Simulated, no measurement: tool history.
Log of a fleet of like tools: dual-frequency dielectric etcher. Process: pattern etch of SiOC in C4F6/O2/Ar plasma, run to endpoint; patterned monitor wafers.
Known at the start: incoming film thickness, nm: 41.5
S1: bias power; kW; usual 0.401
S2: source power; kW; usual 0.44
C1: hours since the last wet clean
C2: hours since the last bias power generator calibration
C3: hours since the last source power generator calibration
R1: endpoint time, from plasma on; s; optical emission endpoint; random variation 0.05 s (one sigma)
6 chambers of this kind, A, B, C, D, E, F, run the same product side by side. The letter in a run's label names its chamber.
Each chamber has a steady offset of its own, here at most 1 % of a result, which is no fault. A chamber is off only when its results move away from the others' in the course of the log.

| run | hour | S1 | S2 | C1 | C2 | C3 | R1 |
|---|---|---|---|---|---|---|---|
| 1E | 5.1 | 0.401 | 0.44 | 285 | 1396.8 | 823 | 14.713 |
| 2B | 12.3 | 0.401 | 0.44 | 86.1 | 2314.9 | 4269.7 | 14.733 |
| 3D | 17.5 | 0.401 | 0.44 | 387.6 | 483.9 | 40.5 | 14.667 |
| 4F | 25 | 0.401 | 0.44 | 46.9 | 1237.2 | 2043.3 | 14.559 |
| 5C | 29.9 | 0.401 | 0.44 | 174.6 | 4013.7 | 2697.1 | 14.596 |
| 6A | 38.5 | 0.401 | 0.44 | 67.2 | 1355.8 | 3309.3 | 14.636 |
| 7D | 44.4 | 0.401 | 0.44 | 414.5 | 510.8 | 67.4 | 14.662 |
| 8A | 51.4 | 0.401 | 0.44 | 80.1 | 1368.7 | 3322.2 | 14.491 |
| 9F | 55.5 | 0.401 | 0.44 | 77.4 | 1267.7 | 2073.8 | 14.683 |
| 10B | 63.3 | 0.401 | 0.44 | 137.1 | 2365.9 | 4320.7 | 14.574 |
| 11E | 71.9 | 0.401 | 0.52 | 351.8 | 1463.6 | 889.8 | 13.8 |
| 12C | 79.6 | 0.401 | 0.52 | 224.3 | 4063.4 | 2746.8 | 13.679 |
| 13F | 87.1 | 0.401 | 0.52 | 109 | 1299.3 | 2105.4 | 13.741 |
| 14D | 94.5 | 0.401 | 0.52 | 464.6 | 560.9 | 117.5 | 13.752 |
|  | 97 | chamber E: wet clean of the chamber |
| 15C | 100.4 | 0.401 | 0.52 | 245.1 | 4084.2 | 2767.6 | 13.604 |
|  | 104.1 | chamber A: source power generator calibrated |
| 16A | 107.5 | 0.401 | 0.52 | 136.2 | 1424.8 | 3.4 | 13.647 |
| 17E | 115.6 | 0.401 | 0.44 | 18.6 | 1507.3 | 933.5 | 14.695 |
| 18B | 124.7 | 0.457 | 0.53 | 198.5 | 2427.3 | 4382.1 | 13.084 |
| 19A | 132.8 | 0.457 | 0.53 | 161.5 | 1450.1 | 28.7 | 13.031 |
| 20D | 140.4 | 0.457 | 0.53 | 510.5 | 606.8 | 163.4 | 13.064 |
| 21E | 148.8 | 0.457 | 0.53 | 51.8 | 1540.5 | 966.7 | 13.136 |
| 22B | 154 | 0.457 | 0.53 | 227.8 | 2456.6 | 4411.4 | 13.032 |
| 23C | 160.1 | 0.457 | 0.53 | 304.8 | 4143.9 | 2827.3 | 12.833 |
| 24F | 165.7 | 0.401 | 0.44 | 187.6 | 1377.9 | 2184 | 14.574 |
|  | 168.2 | chamber D: wet clean of the chamber |
| 25A | 171.3 | 0.401 | 0.44 | 200 | 1488.6 | 67.2 | 14.594 |
|  | 174.7 | chamber B: source power generator calibrated |
| 26F | 176.9 | 0.401 | 0.44 | 198.8 | 1389.1 | 2195.2 | 14.587 |
| 27D | 185.7 | 0.401 | 0.44 | 17.5 | 652.1 | 208.7 | 14.669 |
| 28E | 191.6 | 0.401 | 0.44 | 94.6 | 1583.3 | 1009.5 | 14.646 |
| 29C | 195.7 | 0.401 | 0.44 | 340.4 | 4179.5 | 2862.9 | 14.306 |
| 30B | 201.5 | 0.401 | 0.44 | 275.3 | 2504.1 | 26.8 | 14.585 |
| 31D | 209.9 | 0.401 | 0.44 | 41.7 | 676.3 | 232.9 | 14.764 |
| 32C | 214.9 | 0.401 | 0.44 | 359.6 | 4198.7 | 2882.1 | 14.296 |
| 33B | 219.2 | 0.47 | 0.44 | 293 | 2521.8 | 44.5 | 13.815 |
| 34E | 225.3 | 0.47 | 0.44 | 128.3 | 1617 | 1043.2 | 13.84 |
| 35A | 232.9 | 0.47 | 0.44 | 261.6 | 1550.2 | 128.8 | 13.687 |
| 36F | 237.6 | 0.47 | 0.44 | 259.5 | 1449.8 | 2255.9 | 13.816 |
| 37A | 244.8 | 0.47 | 0.44 | 273.5 | 1562.1 | 140.7 | 13.879 |
| 38F | 250.9 | 0.47 | 0.44 | 272.8 | 1463.1 | 2269.2 | 13.698 |
| 39E | 259.6 | 0.401 | 0.44 | 162.6 | 1651.3 | 1077.5 | 14.699 |

What goes on in this fleet: one chamber off, a drifting gauge, or nothing beyond the chambers' own small offsets? Name the chamber and the cause, if any.

Chamber C drifts away from the others.
Cause: etch rate over this chamber's usual, % = 2.57.

Here are 4 candidates for chamber C's next run, each the usual settings with a change, their results left as question marks. Which one brings its results back in line with what the others give on the usual settings?
In line means no further than this from the other chambers' mean on the usual settings: R1 0.17 s
| 40C-1 | 266.2 | 0.433 | 0.44 |  |  |  | ? |
| 40C-2 | 266.2 | 0.401 | 0.41 |  |  |  | ? |
| 40C-3 | 266.2 | 0.432 | 0.48 |  |  |  | ? |
| 40C-4 | 266.2 | 0.37 | 0.41 |  |  |  | ? |

The other chambers' mean on the usual settings: R1 14.638 s
| run | R1 |
|---|---|
| 40C-1 | 13.819 |
| 40C-2 | 14.587 |
| 40C-3 | 13.396 |
| 40C-4 | 15.019 |
40C-2 brings the chamber back in line.

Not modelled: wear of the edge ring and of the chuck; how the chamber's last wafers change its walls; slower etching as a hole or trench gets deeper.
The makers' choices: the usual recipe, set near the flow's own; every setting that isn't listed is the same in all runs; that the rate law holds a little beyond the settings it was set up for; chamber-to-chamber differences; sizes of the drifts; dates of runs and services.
